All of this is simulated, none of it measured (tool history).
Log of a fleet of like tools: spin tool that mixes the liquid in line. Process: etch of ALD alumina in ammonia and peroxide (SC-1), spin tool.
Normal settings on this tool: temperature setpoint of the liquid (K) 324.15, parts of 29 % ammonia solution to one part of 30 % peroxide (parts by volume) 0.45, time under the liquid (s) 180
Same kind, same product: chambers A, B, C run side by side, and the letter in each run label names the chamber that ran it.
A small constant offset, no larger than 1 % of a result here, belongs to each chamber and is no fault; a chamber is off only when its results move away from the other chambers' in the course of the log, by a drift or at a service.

| run | hour | temperature setpoint of the liquid (K) | parts of 29 % ammonia solution to one part of 30 % peroxide (parts by volume) | time under the liquid (s) | read-back film thickness of the ALD alumina reference wafer, read on the same gauge (nm) | thickness taken off the ALD alumina on a monitor wafer (nm) |
|---|---|---|---|---|---|---|
| 1A | 6.1 | 324.15 | 0.45 | 180 | 120.00 | 11.9390 |
| 2C | 15.1 | 324.15 | 0.45 | 180 | 119.99 | 11.9210 |
| 3B | 26.7 | 324.15 | 0.45 | 180 | 120.00 | 11.8390 |
| 4A | 37.0 | 324.15 | 0.45 | 180 | 120.02 | 12.0560 |
| 5C | 43.4 | 324.15 | 0.45 | 180 | 120.00 | 11.9480 |
| 6B | 52.6 | 324.15 | 0.45 | 180 | 119.98 | 12.1850 |
|  | 53.0 | chamber C: new drum of ammonia solution connected |
| 7A | 62.7 | 324.15 | 0.45 | 180 | 120.04 | 11.8880 |
| 8C | 72.1 | 324.15 | 0.45 | 180 | 119.99 | 12.0290 |
| 9B | 80.8 | 324.15 | 0.45 | 180 | 119.97 | 11.8420 |
|  | 83.5 | chamber B: heated supply line repaired |
| 10A | 89.0 | 324.15 | 0.55 | 145 | 119.99 | 9.8697 |
| 11C | 97.2 | 324.15 | 0.55 | 145 | 120.02 | 9.6936 |
| 12B | 109.7 | 324.15 | 0.55 | 145 | 119.99 | 9.7861 |
| 13B | 117.9 | 324.15 | 0.45 | 180 | 119.97 | 12.0180 |
| 14C | 126.4 | 324.15 | 0.45 | 180 | 119.98 | 11.8540 |
| 15A | 135.3 | 324.15 | 0.45 | 180 | 120.00 | 12.2580 |
| 16C | 144.9 | 324.15 | 0.45 | 180 | 119.99 | 11.9620 |
| 17A | 152.2 | 324.15 | 0.45 | 180 | 120.00 | 12.2000 |
| 18B | 162.2 | 324.15 | 0.45 | 180 | 120.01 | 12.0040 |
| 19A | 174.5 | 329.65 | 0.60 | 180 | 120.01 | 17.0060 |
| 20B | 180.8 | 329.65 | 0.60 | 180 | 120.03 | 16.5130 |
| 21C | 187.2 | 329.65 | 0.60 | 180 | 120.01 | 16.3900 |
| 22C | 194.4 | 324.15 | 0.45 | 180 | 120.04 | 11.9380 |
| 23B | 202.8 | 324.15 | 0.45 | 180 | 120.00 | 11.9980 |
| 24A | 216.0 | 318.65 | 0.30 | 180 | 120.01 | 8.8644 |
| 25B | 225.8 | 318.65 | 0.30 | 180 | 120.00 | 8.4572 |
| 26C | 232.5 | 318.65 | 0.30 | 180 | 120.01 | 8.3696 |
| 27A | 244.6 | 324.15 | 0.45 | 180 | 120.01 | 12.6520 |
| 28B | 257.8 | 324.15 | 0.35 | 180 | 119.97 | 11.6670 |
| 29C | 270.9 | 324.15 | 0.35 | 180 | 120.02 | 11.7100 |
| 30A | 281.8 | 324.15 | 0.35 | 180 | 120.00 | 12.4530 |
| 31A | 291.2 | 324.15 | 0.45 | 180 | 120.04 | 12.8920 |
| 32C | 299.5 | 324.15 | 0.45 | 180 | 120.02 | 11.7650 |
| 33B | 309.4 | 324.15 | 0.45 | 180 | 120.00 | 11.9210 |

Predict what each chamber gives when all 3 of them run the settings below next.
| 34A | 318.9 | 331.15 | 0.45 | 180 |  | ? |
| 34B | 318.9 | 331.15 | 0.45 | 180 |  | ? |
| 34C | 318.9 | 331.15 | 0.45 | 180 |  | ? |

| run | thickness taken off the ALD alumina on a monitor wafer (nm) |
|---|---|
| 34A | 18.6410 |
| 34B | 17.3910 |
| 34C | 17.3830 |
